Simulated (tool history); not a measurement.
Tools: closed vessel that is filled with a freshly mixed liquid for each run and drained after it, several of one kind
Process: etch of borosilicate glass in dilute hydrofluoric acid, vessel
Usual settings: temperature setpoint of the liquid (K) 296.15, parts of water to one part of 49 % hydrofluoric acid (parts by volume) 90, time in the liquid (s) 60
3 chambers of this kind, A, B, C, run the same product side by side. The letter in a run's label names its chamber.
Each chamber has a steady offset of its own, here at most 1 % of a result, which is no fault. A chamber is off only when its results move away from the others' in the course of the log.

run	hour	temperature setpoint of the liquid (K)	parts of water to one part of 49 % hydrofluoric acid (parts by volume)	time in the liquid (s)	hours since the thermometer was replaced	hours since the hydrofluoric acid flow meter was replaced	read-back film thickness of the borosilicate glass reference wafer, read on the same gauge (nm)	thickness taken off the borosilicate glass on a monitor wafer (angstrom)
1C	5.8	296.15	90	60	1394.9	13.0	70.000	231.76
2A	13.6	296.15	90	60	218.3	2064.4	70.018	230.53
3B	18.1	296.15	90	60	310.5	806.1	70.017	230.98
4C	24.2	296.15	90	60	1413.3	31.4	70.025	232.34
5B	33.2	296.15	90	60	325.6	821.2	69.986	231.30
6A	38.9	296.15	90	60	243.6	2089.7	70.004	228.96
7C	43.2	296.15	90	60	1432.3	50.4	70.005	232.05
8B	51.9	293.15	50	60	344.3	839.9	69.991	380.86
9A	55.9	293.15	50	60	260.6	2106.7	70.043	380.67
10B	65.0	293.15	50	60	357.4	853.0	70.011	382.19
11C	71.5	296.15	90	60	1460.6	78.7	69.984	232.50
12A	76.5	296.15	90	60	281.2	2127.3	69.988	228.79
13A	80.8	296.15	90	60	285.5	2131.6	69.981	229.08
14B	89.7	296.15	90	60	382.1	877.7	69.975	229.10
15C	95.9	296.15	90	60	1485.0	103.1	69.982	232.71
16A	105.0	296.15	90	60	309.7	2155.8	70.001	231.35
17C	109.9	296.15	90	60	1499.0	117.1	69.994	231.74
18B	114.9	296.15	70	50	407.3	902.9	69.963	253.29
19C	120.8	296.15	70	50	1509.9	128.0	69.974	255.41
20B	126.2	296.15	70	50	418.6	914.2	70.028	252.35
21A	134.8	296.15	90	60	339.5	2185.6	70.005	229.93
22B	141.2	296.15	90	60	433.6	929.2	69.952	229.52
23A	147.1	296.15	90	60	351.8	2197.9	69.982	228.29
24C	153.7	296.15	90	60	1542.8	160.9	69.995	231.35
25B	158.9	296.15	90	60	451.3	946.9	70.011	229.61
26A	163.2	296.15	90	60	367.9	2214.0	69.934	229.52

All 3 chambers run these settings next. Forecast each chamber's results:
27A	169.8	296.15	105	60				?
27B	169.8	296.15	105	60				?
27C	169.8	296.15	105	60				?

run	thickness taken off the borosilicate glass on a monitor wafer (angstrom)
27A	194.74
27B	195.16
27C	196.01
